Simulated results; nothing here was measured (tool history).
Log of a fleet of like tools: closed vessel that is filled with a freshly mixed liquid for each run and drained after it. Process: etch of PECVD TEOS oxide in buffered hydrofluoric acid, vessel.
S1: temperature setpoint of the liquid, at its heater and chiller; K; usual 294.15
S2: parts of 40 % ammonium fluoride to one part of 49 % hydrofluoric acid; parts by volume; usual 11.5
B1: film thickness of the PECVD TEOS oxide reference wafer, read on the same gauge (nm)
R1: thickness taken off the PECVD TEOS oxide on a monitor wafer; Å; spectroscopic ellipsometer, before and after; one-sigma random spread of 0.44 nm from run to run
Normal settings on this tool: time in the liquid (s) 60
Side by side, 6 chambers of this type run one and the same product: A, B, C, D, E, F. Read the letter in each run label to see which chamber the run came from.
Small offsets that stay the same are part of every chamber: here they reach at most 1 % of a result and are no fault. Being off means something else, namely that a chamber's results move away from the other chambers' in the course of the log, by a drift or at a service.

{"run": "1A", "day": 0.375, "S1": 294.15, "S2": 11.5, "time in the liquid (s)": 60, "B1": 30.013, "R1": 586.72}
{"run": "2B", "day": 0.812, "S1": 294.15, "S2": 11.5, "time in the liquid (s)": 60, "B1": 30.007, "R1": 585.19}
{"run": "3F", "day": 1.188, "S1": 294.15, "S2": 11.5, "time in the liquid (s)": 60, "B1": 29.991, "R1": 588.95}
{"run": "4D", "day": 1.604, "S1": 294.15, "S2": 11.5, "time in the liquid (s)": 60, "B1": 30.004, "R1": 588.6}
{"run": "5E", "day": 2.021, "S1": 299.15, "S2": 11.5, "time in the liquid (s)": 60, "B1": 29.974, "R1": 775.57}
{"run": "6C", "day": 2.304, "S1": 299.15, "S2": 11.5, "time in the liquid (s)": 60, "B1": 29.954, "R1": 781.95}
{"run": "7F", "day": 2.562, "S1": 299.15, "S2": 11.5, "time in the liquid (s)": 60, "B1": 30.016, "R1": 776.5}
{"run": "8A", "day": 3.058, "S1": 299.15, "S2": 11.5, "time in the liquid (s)": 60, "B1": 30.038, "R1": 762.28}
{"run": "9D", "day": 3.567, "S1": 299.15, "S2": 11.5, "time in the liquid (s)": 60, "B1": 30.039, "R1": 771.38}
{"run": "10B", "day": 3.929, "S1": 299.15, "S2": 11.5, "time in the liquid (s)": 60, "B1": 29.98, "R1": 769.03}
{"run": "11C", "day": 4.296, "S1": 294.15, "S2": 11.5, "time in the liquid (s)": 60, "B1": 29.98, "R1": 588.6}
{"run": "12E", "day": 4.575, "S1": 294.15, "S2": 11.5, "time in the liquid (s)": 60, "B1": 30.008, "R1": 586.29}
{"run": "13F", "day": 4.804, "S1": 294.15, "S2": 11.5, "time in the liquid (s)": 60, "B1": 30.046, "R1": 591.81}
{"run": "14D", "day": 5.171, "S1": 294.15, "S2": 11.5, "time in the liquid (s)": 60, "B1": 30.027, "R1": 586.91}
{"run": "15B", "day": 5.446, "S1": 294.15, "S2": 11.5, "time in the liquid (s)": 60, "B1": 29.988, "R1": 578.61}
{"day": 5.762, "done": "chamber F: hydrofluoric acid flow meter replaced"}
{"run": "16C", "day": 5.771, "S1": 294.15, "S2": 11.5, "time in the liquid (s)": 60, "B1": 29.978, "R1": 593.95}
{"run": "17A", "day": 6.246, "S1": 294.15, "S2": 11.5, "time in the liquid (s)": 60, "B1": 29.967, "R1": 566.51}
{"run": "18E", "day": 6.621, "S1": 298.65, "S2": 13.5, "time in the liquid (s)": 60, "B1": 29.968, "R1": 646.48}
{"run": "19F", "day": 6.908, "S1": 298.65, "S2": 13.5, "time in the liquid (s)": 60, "B1": 29.954, "R1": 645.88}
{"day": 7.279, "done": "chamber F: thermometer replaced"}
{"run": "20B", "day": 7.35, "S1": 298.65, "S2": 13.5, "time in the liquid (s)": 60, "B1": 29.988, "R1": 645.43}
{"run": "21C", "day": 7.867, "S1": 298.65, "S2": 13.5, "time in the liquid (s)": 60, "B1": 30.026, "R1": 647.17}
{"run": "22A", "day": 8.279, "S1": 298.65, "S2": 13.5, "time in the liquid (s)": 60, "B1": 29.977, "R1": 602.94}
{"run": "23D", "day": 8.633, "S1": 298.65, "S2": 13.5, "time in the liquid (s)": 60, "B1": 30.062, "R1": 630.84}
{"run": "24E", "day": 8.988, "S1": 294.15, "S2": 11.5, "time in the liquid (s)": 60, "B1": 30.018, "R1": 601.06}
{"run": "25C", "day": 9.425, "S1": 291.15, "S2": 9.5, "time in the liquid (s)": 60, "B1": 29.971, "R1": 602.67}
{"run": "26F", "day": 9.942, "S1": 291.15, "S2": 9.5, "time in the liquid (s)": 60, "B1": 29.986, "R1": 589.79}
{"run": "27A", "day": 10.321, "S1": 291.15, "S2": 9.5, "time in the liquid (s)": 60, "B1": 29.997, "R1": 542.29}
{"run": "28B", "day": 10.721, "S1": 291.15, "S2": 9.5, "time in the liquid (s)": 60, "B1": 30.052, "R1": 588.8}
{"run": "29E", "day": 11.021, "S1": 291.15, "S2": 9.5, "time in the liquid (s)": 60, "B1": 29.925, "R1": 596.04}
{"run": "30D", "day": 11.471, "S1": 291.15, "S2": 9.5, "time in the liquid (s)": 60, "B1": 29.971, "R1": 588.66}
{"run": "31E", "day": 11.888, "S1": 294.15, "S2": 11.5, "time in the liquid (s)": 60, "B1": 29.997, "R1": 596.71}
{"day": 11.946, "done": "chamber D: hydrofluoric acid flow meter replaced"}
{"run": "32C", "day": 12.333, "S1": 294.15, "S2": 11.5, "time in the liquid (s)": 60, "B1": 30.025, "R1": 590.04}
{"run": "33D", "day": 12.85, "S1": 294.15, "S2": 11.5, "time in the liquid (s)": 60, "B1": 30.011, "R1": 581.16}
{"run": "34A", "day": 13.2, "S1": 294.15, "S2": 11.5, "time in the liquid (s)": 60, "B1": 29.986, "R1": 535.29}
{"run": "35F", "day": 13.725, "S1": 294.15, "S2": 11.5, "time in the liquid (s)": 60, "B1": 30.011, "R1": 600.4}
{"run": "36B", "day": 14.079, "S1": 294.15, "S2": 11.5, "time in the liquid (s)": 60, "B1": 29.991, "R1": 580.99}
{"run": "37C", "day": 14.4, "S1": 294.15, "S2": 11.5, "time in the liquid (s)": 60, "B1": 30.038, "R1": 589.19}
{"run": "38B", "day": 14.683, "S1": 294.15, "S2": 11.5, "time in the liquid (s)": 60, "B1": 30.01, "R1": 580.63}
{"run": "39A", "day": 15.017, "S1": 296.15, "S2": 11.5, "time in the liquid (s)": 80, "B1": 29.986, "R1": 795.5}

Is one chamber off against the others, does the gauge drift, or is nothing wrong? If a chamber is off, say which, and what the likeliest cause is.

Chamber A drifts away from the others.
Most likely cause: liquid colder than its thermometer reads (K) = 1.71.
The log may not separate it from: hydrofluoric acid flow below the setpoint (%).

Which of the 4 candidates below, each the usual settings with something changed and its results left as question marks, puts chamber A back in line with what the other chambers give on the usual settings?
In line means no further than this from the other chambers' mean on the usual settings: R1 15.00 Å
{"run": "40A-1", "day": 15.396, "S1": 294.15, "S2": 11.0, "time in the liquid (s)": 60, "R1": "?"}
{"run": "40A-2", "day": 15.396, "S1": 293.15, "S2": 11.5, "time in the liquid (s)": 60, "R1": "?"}
{"run": "40A-3", "day": 15.396, "S1": 293.65, "S2": 12.5, "time in the liquid (s)": 60, "R1": "?"}
{"run": "40A-4", "day": 15.396, "S1": 294.65, "S2": 11.5, "time in the liquid (s)": 65, "R1": "?"}

Usual-settings mean across the other chambers: R1 587.47 Å
run=40A-1 R1=554.15
run=40A-2 R1=501.66
run=40A-3 R1=475.95
run=40A-4 R1=591.41
The answer is 40A-4, which returns the chamber to within the allowed miss of the others.
